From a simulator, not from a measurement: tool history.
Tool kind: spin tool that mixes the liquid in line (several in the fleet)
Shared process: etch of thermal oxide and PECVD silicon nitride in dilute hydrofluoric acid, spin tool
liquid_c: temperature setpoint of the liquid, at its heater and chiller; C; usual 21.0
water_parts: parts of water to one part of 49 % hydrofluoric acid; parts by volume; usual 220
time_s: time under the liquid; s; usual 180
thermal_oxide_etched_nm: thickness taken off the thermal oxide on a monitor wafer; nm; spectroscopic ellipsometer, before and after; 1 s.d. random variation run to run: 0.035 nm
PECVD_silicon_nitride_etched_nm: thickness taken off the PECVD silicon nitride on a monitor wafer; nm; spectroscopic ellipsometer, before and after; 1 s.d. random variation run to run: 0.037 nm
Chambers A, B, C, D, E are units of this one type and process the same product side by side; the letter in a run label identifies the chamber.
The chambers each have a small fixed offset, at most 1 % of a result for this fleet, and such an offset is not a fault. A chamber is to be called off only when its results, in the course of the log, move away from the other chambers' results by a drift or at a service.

run    day  liquid_c  water_parts  time_s  hours since the thermometer was replaced  hours since the hydrofluoric acid flow meter was replaced  read-back film thickness of the thermal oxide reference wafer, read on the same gauge (nm)  read-back film thickness of the PECVD silicon nitride reference wafer, read on the same gauge (nm)  thermal_oxide_etched_nm  PECVD_silicon_nitride_etched_nm
 1E  0.217      21.0          220     180                                     749.8                                                     1388.8                                                                                      149.98                                                                                              29.966                   2.9481                           3.1107
 2D  0.383      21.0          220     180                                     264.7                                                       35.2                                                                                      150.01                                                                                              30.007                   2.8808                           3.1187
 3A  0.592      21.0          220     180                                     937.5                                                      744.8                                                                                      149.99                                                                                              30.007                   2.8731                           3.1118
     0.650  -- chamber A: hydrofluoric acid flow meter replaced
 4B  0.812      21.0          220     180                                    1117.6                                                     1170.6                                                                                      150.00                                                                                              30.009                   2.9150                           3.0940
 5C  1.017      21.0          220     180                                     775.6                                                     1334.1                                                                                      149.97                                                                                              29.996                   2.8790                           3.1691
 6D  1.154      21.0          220     180                                     283.2                                                       53.7                                                                                      149.98                                                                                              30.012                   2.8385                           3.0709
 7C  1.275      21.0          220     180                                     781.8                                                     1340.3                                                                                      150.02                                                                                              29.985                   2.9726                           3.1478
 8E  1.412      21.0          220     180                                     778.5                                                     1417.5                                                                                      149.98                                                                                              30.008                   2.8947                           3.1726
 9A  1.604      21.0          220     180                                     961.8                                                       22.9                                                                                      150.03                                                                                              30.022                   2.8948                           3.0478
10B  1.788      21.0          220     180                                    1141.0                                                     1194.0                                                                                      150.02                                                                                              30.029                   2.8765                           3.0519
11D  1.971      21.0          220     180                                     302.8                                                       73.3                                                                                      150.01                                                                                              30.003                   2.8824                           3.1318
     2.088  -- chamber C: thermometer replaced
12B  2.121      21.0          220     180                                    1149.0                                                     1202.0                                                                                      150.01                                                                                              29.981                   2.9079                           3.1057
13C  2.321      21.0          220     180                                       5.7                                                     1365.4                                                                                      149.99                                                                                              30.020                   2.9139                           3.0866
14E  2.467      21.0          220     180                                     803.8                                                     1442.8                                                                                      150.00                                                                                              30.002                   2.8926                           3.1735
15A  2.579      21.0          220     180                                     985.2                                                       46.3                                                                                      150.01                                                                                              30.006                   2.8652                           3.0880
16D  2.783      21.0          220     180                                     322.3                                                       92.8                                                                                      149.97                                                                                              29.996                   2.8673                           3.1093
17A  3.012      21.0          320     220                                     995.6                                                       56.7                                                                                      150.06                                                                                              29.986                   2.1556                           2.6109
18B  3.212      21.0          320     220                                    1175.2                                                     1228.2                                                                                      149.98                                                                                              30.003                   2.1569                           2.4712
19C  3.425      21.0          320     220                                      32.2                                                     1391.9                                                                                      150.01                                                                                              29.992                   2.1920                           2.6901
20E  3.625      21.0          320     220                                     831.6                                                     1470.6                                                                                      150.03                                                                                              29.960                   2.1730                           2.6493
21C  3.842      21.0          320     220                                      42.2                                                     1401.9                                                                                      149.98                                                                                              30.023                   2.1766                           2.6695
22A  3.996      17.5          220     180                                    1019.2                                                       80.3                                                                                      150.01                                                                                              30.000                   2.4825                           2.4585
23E  4.208      17.5          220     180                                     845.6                                                     1484.6                                                                                      149.99                                                                                              30.040                   2.5201                           2.4976
24D  4.346      17.5          220     180                                     359.8                                                      130.3                                                                                      150.04                                                                                              29.999                   2.5280                           2.5325
25B  4.496      17.5          220     180                                    1206.0                                                     1259.0                                                                                      149.96                                                                                              30.016                   2.3554                           2.2229
26B  4.725      17.5          220     180                                    1211.5                                                     1264.5                                                                                      150.02                                                                                              29.992                   2.3595                           2.1975
27E  4.962      21.0          220     180                                     863.7                                                     1502.7                                                                                      150.00                                                                                              30.012                   2.8680                           3.1037
28D  5.167      21.0          220     180                                     379.5                                                      150.0                                                                                      149.98                                                                                              30.000                   2.8021                           3.0602
29C  5.300      21.0          220     180                                      77.2                                                     1436.9                                                                                      150.06                                                                                              30.019                   2.8374                           3.1982
30A  5.442      21.0          220     180                                    1053.9                                                      115.0                                                                                      149.99                                                                                              29.971                   2.8303                           3.0853
31A  5.671      21.0          220     180                                    1059.4                                                      120.5                                                                                      150.00                                                                                              30.035                   2.8516                           3.0508

Is one chamber out of step, is the gauge drifting, or do the chambers differ by no more than their own small offsets? For an off chamber, give its letter and the likeliest cause.

One chamber, B, drifts off from the rest bit by bit.
Cause: liquid colder than its thermometer reads (K) = 2.37.

Here are 4 candidates for chamber B's next run, each the usual settings with a change, their results left as question marks. Which one brings its results back in line with what the others give on the usual settings?
Allowed miss from the other chambers' usual-settings mean, per result, to count as in line: thermal_oxide_etched_nm 0.1200 nm; PECVD_silicon_nitride_etched_nm 0.1300 nm
32B-1  5.842      20.0          210     170                                                                                                                                                                                                                                                                                                                             ?                                ?
32B-2  5.842      23.0          235     195                                                                                                                                                                                                                                                                                                                             ?                                ?
32B-3  5.842      22.0          230     190                                                                                                                                                                                                                                                                                                                             ?                                ?
32B-4  5.842      19.0          205     165                                                                                                                                                                                                                                                                                                                             ?                                ?

Usual-settings mean across the other chambers: thermal_oxide_etched_nm 2.8720 nm; PECVD_silicon_nitride_etched_nm 3.1235 nm
  run  thermal_oxide_etched_nm  PECVD_silicon_nitride_etched_nm
32B-1                   2.5533                           2.4999
32B-2                   2.8792                           3.1438
32B-3                   2.7708                           2.9286
32B-4                   2.4486                           2.3190
The right change is 32B-2: it brings the chamber back within the allowed miss of the others.
